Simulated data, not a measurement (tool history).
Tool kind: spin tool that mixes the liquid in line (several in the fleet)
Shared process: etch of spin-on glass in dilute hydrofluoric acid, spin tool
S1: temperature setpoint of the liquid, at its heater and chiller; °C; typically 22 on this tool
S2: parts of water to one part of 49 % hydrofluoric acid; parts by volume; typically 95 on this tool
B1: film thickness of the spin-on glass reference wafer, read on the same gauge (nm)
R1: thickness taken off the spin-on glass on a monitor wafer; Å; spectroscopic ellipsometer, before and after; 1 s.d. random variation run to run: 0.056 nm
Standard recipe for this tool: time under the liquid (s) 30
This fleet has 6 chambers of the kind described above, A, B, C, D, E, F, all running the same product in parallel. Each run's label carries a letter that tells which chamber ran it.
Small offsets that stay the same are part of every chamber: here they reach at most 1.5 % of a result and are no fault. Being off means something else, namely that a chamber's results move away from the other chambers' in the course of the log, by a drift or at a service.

{"run": "1D", "day": 0.175, "S1": 22, "S2": 95, "time under the liquid (s)": 30, "B1": 140.02, "R1": 98.212}
{"run": "2A", "day": 0.358, "S1": 22, "S2": 95, "time under the liquid (s)": 30, "B1": 140.0, "R1": 99.898}
{"run": "3E", "day": 0.742, "S1": 22, "S2": 95, "time under the liquid (s)": 30, "B1": 140.05, "R1": 98.559}
{"run": "4B", "day": 1.083, "S1": 22, "S2": 95, "time under the liquid (s)": 30, "B1": 139.99, "R1": 99.362}
{"run": "5F", "day": 1.488, "S1": 22, "S2": 95, "time under the liquid (s)": 30, "B1": 140.05, "R1": 98.204}
{"run": "6C", "day": 1.858, "S1": 22, "S2": 95, "time under the liquid (s)": 30, "B1": 140.02, "R1": 97.903}
{"run": "7F", "day": 2.096, "S1": 22, "S2": 95, "time under the liquid (s)": 30, "B1": 139.95, "R1": 98.062}
{"run": "8B", "day": 2.321, "S1": 22, "S2": 95, "time under the liquid (s)": 30, "B1": 139.94, "R1": 98.704}
{"run": "9D", "day": 2.633, "S1": 22, "S2": 95, "time under the liquid (s)": 30, "B1": 139.98, "R1": 98.577}
{"run": "10E", "day": 2.867, "S1": 20, "S2": 125, "time under the liquid (s)": 30, "B1": 139.97, "R1": 66.899}
{"run": "11C", "day": 3.212, "S1": 20, "S2": 125, "time under the liquid (s)": 30, "B1": 140.08, "R1": 67.395}
{"run": "12A", "day": 3.592, "S1": 20, "S2": 125, "time under the liquid (s)": 30, "B1": 139.97, "R1": 66.52}
{"run": "13A", "day": 3.946, "S1": 20, "S2": 125, "time under the liquid (s)": 30, "B1": 139.95, "R1": 65.935}
{"run": "14C", "day": 4.196, "S1": 20, "S2": 125, "time under the liquid (s)": 30, "B1": 140.06, "R1": 66.568}
{"run": "15F", "day": 4.379, "S1": 20, "S2": 125, "time under the liquid (s)": 30, "B1": 139.99, "R1": 66.227}
{"run": "16E", "day": 4.75, "S1": 22, "S2": 95, "time under the liquid (s)": 30, "B1": 140.05, "R1": 98.436}
{"run": "17B", "day": 5.038, "S1": 22, "S2": 95, "time under the liquid (s)": 30, "B1": 140.0, "R1": 97.99}
{"run": "18D", "day": 5.254, "S1": 22, "S2": 95, "time under the liquid (s)": 30, "B1": 140.02, "R1": 98.012}
{"run": "19C", "day": 5.633, "S1": 22, "S2": 95, "time under the liquid (s)": 30, "B1": 140.0, "R1": 98.639}
{"run": "20B", "day": 5.854, "S1": 22, "S2": 95, "time under the liquid (s)": 30, "B1": 140.04, "R1": 99.322}
{"run": "21A", "day": 6.208, "S1": 22, "S2": 95, "time under the liquid (s)": 30, "B1": 140.0, "R1": 96.264}
{"run": "22D", "day": 6.392, "S1": 22, "S2": 95, "time under the liquid (s)": 30, "B1": 139.98, "R1": 99.816}
{"run": "23E", "day": 6.779, "S1": 22, "S2": 95, "time under the liquid (s)": 30, "B1": 140.0, "R1": 98.071}
{"run": "24F", "day": 7.183, "S1": 22, "S2": 95, "time under the liquid (s)": 30, "B1": 140.08, "R1": 98.199}
{"run": "25A", "day": 7.525, "S1": 22, "S2": 95, "time under the liquid (s)": 30, "B1": 139.97, "R1": 95.945}
{"day": 7.533, "done": "chamber E: hydrofluoric acid flow meter replaced"}
{"run": "26B", "day": 7.933, "S1": 22, "S2": 95, "time under the liquid (s)": 30, "B1": 140.05, "R1": 100.04}
{"run": "27C", "day": 8.304, "S1": 22, "S2": 95, "time under the liquid (s)": 30, "B1": 140.04, "R1": 99.247}
{"run": "28D", "day": 8.496, "S1": 22, "S2": 95, "time under the liquid (s)": 30, "B1": 139.99, "R1": 99.014}
{"run": "29F", "day": 8.704, "S1": 22, "S2": 95, "time under the liquid (s)": 30, "B1": 139.98, "R1": 98.262}
{"run": "30E", "day": 8.9, "S1": 22, "S2": 95, "time under the liquid (s)": 30, "B1": 139.96, "R1": 98.305}
{"run": "31B", "day": 9.154, "S1": 22, "S2": 95, "time under the liquid (s)": 30, "B1": 140.02, "R1": 98.988}
{"run": "32A", "day": 9.517, "S1": 22, "S2": 95, "time under the liquid (s)": 30, "B1": 139.98, "R1": 93.997}
{"run": "33D", "day": 9.854, "S1": 22, "S2": 95, "time under the liquid (s)": 30, "B1": 139.99, "R1": 99.771}
{"run": "34E", "day": 10.188, "S1": 22, "S2": 95, "time under the liquid (s)": 30, "B1": 140.03, "R1": 98.13}
{"run": "35F", "day": 10.504, "S1": 22, "S2": 95, "time under the liquid (s)": 30, "B1": 140.01, "R1": 98.028}
{"run": "36C", "day": 10.896, "S1": 22, "S2": 95, "time under the liquid (s)": 30, "B1": 139.97, "R1": 97.918}
{"run": "37A", "day": 11.254, "S1": 22, "S2": 95, "time under the liquid (s)": 30, "B1": 140.03, "R1": 92.615}

Is one chamber off against the others, does the gauge drift, or is nothing wrong? If a chamber is off, say which, and what the likeliest cause is.

One chamber, A, drifts off from the rest bit by bit.
Most likely cause: liquid colder than its thermometer reads (K) = 1.75.
The log may not separate it from: hydrofluoric acid flow below the setpoint (%).

Here are 4 candidates for chamber A's next run, each the usual settings with a change, their results left as question marks. Which one brings its results back in line with what the others give on the usual settings?
In line means no further than this from the other chambers' mean on the usual settings: R1 1.900 Å
{"run": "38A-1", "day": 11.546, "S1": 21.5, "S2": 95, "time under the liquid (s)": 30, "R1": "?"}
{"run": "38A-2", "day": 11.546, "S1": 22.5, "S2": 95, "time under the liquid (s)": 30, "R1": "?"}
{"run": "38A-3", "day": 11.546, "S1": 22.0, "S2": 90, "time under the liquid (s)": 30, "R1": "?"}
{"run": "38A-4", "day": 11.546, "S1": 20.5, "S2": 95, "time under the liquid (s)": 30, "R1": "?"}

The mean the other chambers reach with the usual settings: R1 98.607 Å
run=38A-1 R1=90.777
run=38A-2 R1=94.626
run=38A-3 R1=98.457
run=38A-4 R1=87.016
The right change is 38A-3: it brings the chamber back within the allowed miss of the others.
